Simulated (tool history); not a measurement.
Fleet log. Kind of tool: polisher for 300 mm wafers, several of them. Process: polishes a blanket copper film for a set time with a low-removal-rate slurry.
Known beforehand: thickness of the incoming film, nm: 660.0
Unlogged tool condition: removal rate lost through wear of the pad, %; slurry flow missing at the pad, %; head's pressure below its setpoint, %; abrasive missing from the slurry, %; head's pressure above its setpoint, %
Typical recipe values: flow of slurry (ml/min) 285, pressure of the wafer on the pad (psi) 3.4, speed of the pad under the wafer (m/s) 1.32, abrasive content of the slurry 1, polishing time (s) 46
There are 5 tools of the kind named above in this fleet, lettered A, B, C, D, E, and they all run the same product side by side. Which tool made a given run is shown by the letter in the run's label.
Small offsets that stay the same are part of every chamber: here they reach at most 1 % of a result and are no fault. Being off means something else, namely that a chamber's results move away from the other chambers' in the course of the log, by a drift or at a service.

run,day,flow of slurry (ml/min),pressure of the wafer on the pad (psi),speed of the pad under the wafer (m/s),abrasive content of the slurry,polishing time (s),wafers polished on this pad,hours since the slurry nozzle was cleaned,hours since the head pressure was calibrated,hours since the slurry blender was calibrated,film removed (nm)
# day 0.354: chamber D: slurry nozzle cleaned
# day 0.379: chamber E: worn pad replaced by a new one
1D,0.421,285,3.4,1.32,1,46,386,1.6,573.4,63.9,194.93
# day 0.45: chamber B: worn pad replaced by a new one
2C,0.883,285,3.4,1.32,1,46,547,57,206.7,194.2,197.09
3B,1.242,285,3.4,1.32,1,46,264,574.3,370.5,304.4,198.01
# day 1.312: chamber B: slurry nozzle cleaned
4A,1.879,285,3.4,1.32,1,46,1365,519.6,347.5,73.3,193.45
# day 1.962: chamber A: worn pad replaced by a new one
5E,2.233,285,3.4,1.32,1,46,618,139.3,1061.5,337.8,195.38
6B,2.588,285,3.4,1.32,1,46,712,30.7,402.8,336.7,193.11
# day 3.004: chamber C: slurry blender recalibrated
7D,3.125,285,3.4,1.32,1,46,1285,66.5,638.3,128.8,195.97
# day 3.258: chamber C: worn pad replaced by a new one
8A,3.75,285,3.4,1.32,1,46,596,564.5,392.4,118.2,194.67
# day 3.758: chamber E: worn pad replaced by a new one
# day 3.946: chamber D: worn pad replaced by a new one
# day 3.954: chamber A: slurry nozzle cleaned
9C,4.175,285,3.4,1.32,1,46,305,136,285.7,28.1,195.43
10E,4.704,285,3.4,1.32,1,46,315,198.6,1120.8,397.1,196.08
11A,5.1,285,3.4,1.32,1,46,1045,27.6,424.8,150.6,199
# day 5.104: chamber B: worn pad replaced by a new one
12D,5.479,285,3.4,1.16,1,56,511,123,694.8,185.3,212.07
# day 5.529: chamber D: head pressure recalibrated
# day 5.612: chamber A: worn pad replaced by a new one
13B,5.833,285,3.4,1.16,1,56,243,108.6,480.7,414.6,210.91
14E,6.229,285,3.4,1.16,1,56,822,235.2,1157.4,433.7,208.73
15C,6.775,285,3.4,1.16,1,56,1171,198.4,348.1,90.5,206.97
# day 7.083: chamber C: worn pad replaced by a new one
# day 7.183: chamber E: worn pad replaced by a new one
16A,7.362,285,3.4,1.16,1,56,582,81.9,479.1,204.9,209.46
# day 7.492: chamber D: worn pad replaced by a new one
# day 7.942: chamber E: head pressure recalibrated
# day 7.946: chamber B: slurry blender recalibrated
17C,7.971,285,3.4,1.32,1,46,296,227.1,376.8,119.2,193.78
18D,8.458,285,3.4,1.32,1,46,321,194.5,70.3,256.8,194.16
19B,9.083,285,3.4,1.32,1,46,1324,186.6,558.7,27.4,197.04
# day 9.3: chamber B: worn pad replaced by a new one
20E,9.508,285,3.4,1.32,1,46,774,313.9,37.7,512.4,193.62
# day 9.538: chamber E: slurry blender recalibrated
21A,9.942,285,3.4,1.32,1,46,1441,143.8,541,266.8,196.75
# day 9.946: chamber A: worn pad replaced by a new one
# day 9.979: chamber D: slurry nozzle cleaned
22C,10.546,285,3.4,1.32,1,55,1152,288.9,438.6,181,235.38
# day 11.004: chamber E: worn pad replaced by a new one
23E,11.125,285,3.4,1.32,1,55,40,352.7,76.5,38.1,234.78
# day 11.188: chamber D: worn pad replaced by a new one
# day 11.329: chamber C: worn pad replaced by a new one
24B,11.683,285,3.4,1.32,1,55,794,249,621.1,89.8,232.03
25D,12.2,285,3.4,1.32,1,55,337,53.3,160.1,346.6,233.15
# day 12.504: chamber A: head pressure recalibrated
26D,12.604,285,3.4,1.32,1,55,472,63,169.8,356.3,231.35
# day 13.054: chamber C: slurry blender recalibrated
27C,13.175,285,3.4,1.32,1,46,615,352,501.7,2.9,195.16
# day 13.288: chamber D: slurry blender recalibrated
# day 13.354: chamber C: slurry nozzle cleaned
# day 13.462: chamber A: slurry blender recalibrated
28E,13.621,285,3.4,1.32,1,46,870,412.6,136.4,98,196.49
# day 13.917: chamber B: worn pad replaced by a new one
29A,13.988,285,3.4,1.32,1,46,1345,240.9,35.7,12.7,195.46
# day 14.554: chamber A: worn pad replaced by a new one
# day 14.592: chamber C: worn pad replaced by a new one
30B,14.592,285,3.4,1.32,1,46,224,318.8,690.9,159.6,195.7
# day 14.621: chamber E: worn pad replaced by a new one
31D,15.271,285,3.4,1.32,1,46,1359,127,233.8,47.6,199.12
# day 15.412: chamber D: worn pad replaced by a new one
32C,15.858,285,3.9,1.32,1,46,421,60.2,566.1,67.3,223.49
33E,16.429,285,3.9,1.32,1,46,602,480,203.8,165.4,224.61
# day 16.829: chamber B: head pressure recalibrated
34A,17.058,285,3.9,1.32,1,46,833,314.6,109.4,86.4,220.08
35B,17.496,285,3.9,1.32,1,46,1191,388.5,16,229.3,224.01
# day 18.088: chamber E: slurry nozzle cleaned
36E,18.154,285,3.9,1.32,1,46,1176,1.7,245.2,206.8,220.86
37D,18.629,320,3.4,1.32,1,46,1070,207.6,314.4,128.2,198.26

All 5 chambers run these settings next. Forecast each chamber's results:
38A,19.121,285,3.4,1.32,1,34,,,,,?
38B,19.121,285,3.4,1.32,1,34,,,,,?
38C,19.121,285,3.4,1.32,1,34,,,,,?
38D,19.121,285,3.4,1.32,1,34,,,,,?
38E,19.121,285,3.4,1.32,1,34,,,,,?

run,film removed (nm)
38A,145.58
38B,144.54
38C,142.92
38D,142.62
38E,144.27

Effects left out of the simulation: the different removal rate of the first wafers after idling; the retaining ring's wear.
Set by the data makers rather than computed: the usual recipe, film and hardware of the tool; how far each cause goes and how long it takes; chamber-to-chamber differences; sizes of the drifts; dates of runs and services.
